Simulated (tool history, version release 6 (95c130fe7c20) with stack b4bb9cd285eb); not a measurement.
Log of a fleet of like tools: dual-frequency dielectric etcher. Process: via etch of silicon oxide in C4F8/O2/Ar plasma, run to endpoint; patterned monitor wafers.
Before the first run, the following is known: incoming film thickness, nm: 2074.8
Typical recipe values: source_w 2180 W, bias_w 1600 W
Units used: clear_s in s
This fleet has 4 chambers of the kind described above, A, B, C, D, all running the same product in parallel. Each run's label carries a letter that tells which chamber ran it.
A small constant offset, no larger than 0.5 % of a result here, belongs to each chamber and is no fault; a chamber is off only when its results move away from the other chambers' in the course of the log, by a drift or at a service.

| run | hour | source_w | bias_w | hours since the last wet clean | hours since the last source power generator calibration | hours since the last bias power generator calibration | clear_s |
|---|---|---|---|---|---|---|---|
| 1A | 6 | 2180 | 1600 | 87.8 | 2358.6 | 1560.8 | 419.56 |
| 2B | 12.5 | 2180 | 1600 | 121.5 | 3681.3 | 2514.7 | 419.8 |
| 3D | 17.7 | 2180 | 1600 | 398.1 | 1851.7 | 1873.3 | 420.49 |
| 4C | 22.5 | 2180 | 1600 | 266.3 | 2027 | 2968.5 | 418.62 |
| 5B | 28.5 | 2180 | 1600 | 137.5 | 3697.3 | 2530.7 | 418.47 |
| 6C | 33.1 | 2180 | 1600 | 276.9 | 2037.6 | 2979.1 | 421.03 |
| 7A | 40.9 | 2180 | 1600 | 122.7 | 2393.5 | 1595.7 | 420.36 |
| 8D | 44.5 | 2180 | 1600 | 424.9 | 1878.5 | 1900.1 | 419.6 |
| 9B | 51.7 | 2180 | 1600 | 160.7 | 3720.5 | 2553.9 | 420.85 |
| 10C | 57.8 | 2180 | 1600 | 301.6 | 2062.3 | 3003.8 | 417.31 |
| 11D | 61.6 | 2180 | 1600 | 442 | 1895.6 | 1917.2 | 418.95 |
| 12A | 65 | 2180 | 1600 | 146.8 | 2417.6 | 1619.8 | 419.27 |
| 13C | 70.6 | 2180 | 1600 | 314.4 | 2075.1 | 3016.6 | 418.08 |
| 14B | 76.8 | 2670 | 1842 | 185.8 | 3745.6 | 2579 | 370.22 |
| 15D | 81.3 | 2670 | 1842 | 461.7 | 1915.3 | 1936.9 | 369.68 |
| 16A | 85.4 | 2670 | 1842 | 167.2 | 2438 | 1640.2 | 372.13 |
| 17D | 89.7 | 2670 | 1842 | 470.1 | 1923.7 | 1945.3 | 371.3 |
| 18B | 95.5 | 2180 | 1600 | 204.5 | 3764.3 | 2597.7 | 422.05 |
| 19A | 99.6 | 2180 | 1600 | 181.4 | 2452.2 | 1654.4 | 421.83 |
| 20C | 105.1 | 2180 | 1600 | 348.9 | 2109.6 | 3051.1 | 414.44 |
| 21B | 111.8 | 2180 | 1600 | 220.8 | 3780.6 | 2614 | 419.87 |
| 22A | 117.7 | 2180 | 1600 | 199.5 | 2470.3 | 1672.5 | 420.95 |
| 23C | 121.4 | 2410 | 1600 | 365.2 | 2125.9 | 3067.4 | 400.51 |
| 24D | 128.4 | 2410 | 1600 | 508.8 | 1962.4 | 1984 | 400.47 |
| 25D | 132.5 | 2410 | 1600 | 512.9 | 1966.5 | 1988.1 | 403.98 |
| 26C | 140.1 | 2410 | 1600 | 383.9 | 2144.6 | 3086.1 | 395.71 |
| 27A | 144.2 | 2180 | 1600 | 226 | 2496.8 | 1699 | 421.37 |
| 28B | 148.6 | 2640 | 1600 | 257.6 | 3817.4 | 2650.8 | 389.95 |
| 29B | 155.7 | 2640 | 1600 | 264.7 | 3824.5 | 2657.9 | 389.34 |
| 30C | 159.3 | 2640 | 1600 | 403.1 | 2163.8 | 3105.3 | 379.35 |
| 31A | 162.9 | 2640 | 1600 | 244.7 | 2515.5 | 1717.7 | 387.54 |
| 32D | 166.6 | 1900 | 1788 | 547 | 2000.6 | 2022.2 | 430.52 |
| 33D | 174.1 | 1900 | 1788 | 554.5 | 2008.1 | 2029.7 | 430.98 |
| 34C | 180.1 | 1900 | 1788 | 423.9 | 2184.6 | 3126.1 | 422.91 |
| 35B | 187.7 | 1900 | 1788 | 296.7 | 3856.5 | 2689.9 | 433.92 |
| 36A | 192 | 2180 | 1600 | 273.8 | 2544.6 | 1746.8 | 420.69 |
| 37A | 196.1 | 2180 | 1600 | 277.9 | 2548.7 | 1750.9 | 422.08 |
| 38C | 201 | 2180 | 1600 | 444.8 | 2205.5 | 3147 | 410.29 |
|  | 207.4 | chamber B: bias power generator calibrated |
| 39B | 208.2 | 2180 | 1600 | 317.2 | 3877 | 0.8 | 418.21 |
| 40D | 215.5 | 2180 | 1600 | 595.9 | 2049.5 | 2071.1 | 420.06 |
| 41C | 220.2 | 2180 | 1600 | 464 | 2224.7 | 3166.2 | 407.38 |

Next, every chamber runs the same settings. What will each give?
| 42A | 225.7 | 2180 | 1600 |  |  |  | ? |
| 42B | 225.7 | 2180 | 1600 |  |  |  | ? |
| 42C | 225.7 | 2180 | 1600 |  |  |  | ? |
| 42D | 225.7 | 2180 | 1600 |  |  |  | ? |

| run | clear_s |
|---|---|
| 42A | 422.38 |
| 42B | 418.13 |
| 42C | 406.75 |
| 42D | 422.22 |
